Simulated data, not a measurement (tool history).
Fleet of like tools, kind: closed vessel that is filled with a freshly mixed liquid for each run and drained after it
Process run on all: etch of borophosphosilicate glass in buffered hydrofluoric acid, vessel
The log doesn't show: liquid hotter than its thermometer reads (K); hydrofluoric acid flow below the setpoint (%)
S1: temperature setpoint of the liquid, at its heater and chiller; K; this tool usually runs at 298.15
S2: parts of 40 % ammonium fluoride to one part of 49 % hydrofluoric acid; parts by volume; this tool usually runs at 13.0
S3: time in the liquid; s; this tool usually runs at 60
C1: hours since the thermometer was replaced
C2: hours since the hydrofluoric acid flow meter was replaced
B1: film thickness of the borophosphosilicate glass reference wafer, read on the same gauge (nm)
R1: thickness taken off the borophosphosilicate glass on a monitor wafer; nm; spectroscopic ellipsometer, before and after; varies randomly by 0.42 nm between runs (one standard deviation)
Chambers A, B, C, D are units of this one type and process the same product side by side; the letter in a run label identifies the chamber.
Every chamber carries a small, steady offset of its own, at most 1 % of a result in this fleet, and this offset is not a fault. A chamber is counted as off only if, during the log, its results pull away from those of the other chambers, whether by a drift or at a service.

run	hour	S1	S2	S3	C1	C2	B1	R1
1D	2.7	298.15	13.0	60	1490.3	431.7	139.99	61.877
2B	6.6	298.15	13.0	60	690.4	168.8	139.98	60.374
3A	10.4	298.15	13.0	60	453.9	1556.9	140.00	61.541
4C	15.6	298.15	13.0	60	651.2	880.7	140.01	61.116
5A	19.3	298.15	13.0	60	462.8	1565.8	140.02	60.974
6D	22.1	298.15	13.0	60	1509.7	451.1	139.99	62.257
# hour 22.2: chamber D: hydrofluoric acid flow meter replaced
7C	26.9	298.15	13.0	60	662.5	892.0	140.00	61.864
8B	32.4	298.15	13.0	90	716.2	194.6	140.00	92.178
9D	37.1	298.15	13.0	90	1524.7	15.0	140.00	91.954
10C	41.4	298.15	13.0	90	677.0	906.5	139.99	92.084
11A	43.8	298.15	13.0	90	487.3	1590.3	140.02	92.736
12B	48.1	298.15	13.0	60	731.9	210.3	140.01	60.996
13D	50.5	298.15	9.5	80	1538.1	28.4	139.99	109.790
14A	55.5	298.15	9.5	80	499.0	1602.0	140.00	109.320
15C	60.9	298.15	9.5	80	696.5	926.0	140.01	108.170
16B	64.4	298.15	9.5	80	748.2	226.6	140.00	110.230
17B	69.7	298.15	13.0	60	753.5	231.9	140.00	62.439
18D	72.8	298.15	13.0	60	1560.4	50.7	140.00	61.353
19A	76.1	298.15	13.0	60	519.6	1622.6	140.00	61.136
20C	79.3	298.15	13.0	60	714.9	944.4	139.98	61.924
21D	83.6	298.15	13.0	60	1571.2	61.5	140.01	61.909
22C	86.0	298.15	13.0	60	721.6	951.1	140.00	61.488
23A	88.4	298.15	8.5	60	531.9	1634.9	140.02	91.871
24B	93.9	298.15	8.5	60	777.7	256.1	140.00	94.568
25B	99.0	298.15	8.5	60	782.8	261.2	140.00	94.339
26A	103.9	298.15	8.5	60	547.4	1650.4	140.00	90.680
27D	109.1	298.15	13.0	60	1596.7	87.0	139.97	61.507
28C	113.7	298.15	10.5	85	749.3	978.8	140.01	108.200
29C	118.1	298.15	10.5	85	753.7	983.2	140.00	107.840
30A	122.5	298.15	10.5	85	566.0	1669.0	139.99	106.580
31B	125.6	298.15	10.5	85	809.4	287.8	139.97	114.710
32D	130.4	298.15	8.0	85	1618.0	108.3	140.00	138.370
33A	134.7	298.15	8.0	85	578.2	1681.2	140.00	138.300

One chamber off, gauge drift, or nothing amiss beyond the chambers' own small offsets? If it is a chamber, which one, and what is the likeliest cause?

It is chamber B that slowly wanders off from its peers.
Likeliest cause: liquid hotter than its thermometer reads (K) = 1.52.
The log may not separate it from: hydrofluoric acid flow above the setpoint (%).

Here are 4 candidates for chamber B's next run, each the usual settings with a change, their results left as question marks. Which one brings its results back in line with what the others give on the usual settings?
Allowed miss from the other chambers' usual-settings mean, per result, to count as in line: R1 1.500 nm
34B-1	138.6	298.15	12.5	65				?
34B-2	138.6	298.15	13.5	55				?
34B-3	138.6	298.15	14.0	60				?
34B-4	138.6	299.65	13.0	60				?

The mean the other chambers reach with the usual settings: R1 61.417 nm
run	R1
34B-1	74.666
34B-2	58.503
34B-3	61.547
34B-4	71.711
The answer is 34B-3, which returns the chamber to within the allowed miss of the others.
